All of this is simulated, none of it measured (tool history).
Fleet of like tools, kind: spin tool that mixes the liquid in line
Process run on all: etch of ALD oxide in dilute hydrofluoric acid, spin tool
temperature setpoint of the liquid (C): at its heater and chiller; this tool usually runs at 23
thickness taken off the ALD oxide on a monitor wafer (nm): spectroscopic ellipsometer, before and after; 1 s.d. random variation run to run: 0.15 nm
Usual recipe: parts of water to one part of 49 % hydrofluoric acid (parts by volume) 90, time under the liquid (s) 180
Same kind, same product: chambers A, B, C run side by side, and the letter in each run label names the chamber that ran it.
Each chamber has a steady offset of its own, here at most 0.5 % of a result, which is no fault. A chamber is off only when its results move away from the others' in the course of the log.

run	hour	temperature setpoint of the liquid (C)	parts of water to one part of 49 % hydrofluoric acid (parts by volume)	time under the liquid (s)	read-back film thickness of the ALD oxide reference wafer, read on the same gauge (nm)	thickness taken off the ALD oxide on a monitor wafer (nm)
1C	7.3	23	90	180	59.962	26.802
2A	20.5	23	90	180	60.004	26.635
3B	28.7	23	90	180	59.975	26.504
4B	37.9	23	90	180	60.021	26.409
5A	49.8	23	90	180	59.996	26.587
6C	64.6	23	90	180	60.047	26.457
7C	72.3	23	90	180	59.998	26.75
8B	87.2	23	90	180	59.98	26.611
9A	98.3	23	90	180	60.017	26.458
# hour 102.7: chamber A: hydrofluoric acid flow meter replaced
10B	109.8	23	90	180	60.022	26.626
11A	119.8	23	90	180	59.993	26.353
12C	129.7	23	90	180	59.993	26.596
13A	138.8	23	90	180	59.968	26.585
14B	149.5	23	90	180	59.959	26.355
15C	161.5	23	90	180	59.929	26.728
16A	169.9	23	90	180	60.059	26.473
17C	179.9	23	90	180	60.021	26.467
18B	192.3	23	90	180	60.036	26.434
# hour 195.7: chamber A: thermometer replaced
19A	199.4	23	90	180	59.954	26.669
20B	214.1	23	90	180	60.016	26.615
21C	221.1	23	90	180	59.975	26.703
22B	235.3	23	90	180	60.079	26.432
23A	250.2	23	90	180	60.031	26.787
24C	263.9	23	90	180	59.987	26.777
25B	278.8	23	90	180	59.98	26.562
26A	290.3	23	90	180	60	26.673
# hour 302.4: chamber C: hydrofluoric acid flow meter replaced
27C	303.4	23	90	180	59.995	26.44
28C	314.6	23	90	180	60.018	26.529
29B	321.4	23	90	180	59.948	26.454
30A	331.2	23	90	180	59.997	26.532
31C	341.3	25	90	255	60.014	40.845
32B	352.9	25	90	255	59.998	40.671
33A	362.4	25	90	255	60.033	40.686

One chamber off, gauge drift, or nothing amiss beyond the chambers' own small offsets? If it is a chamber, which one, and what is the likeliest cause?

Nothing is wrong: each chamber keeps only its own small, steady offset and the gauge holds still.
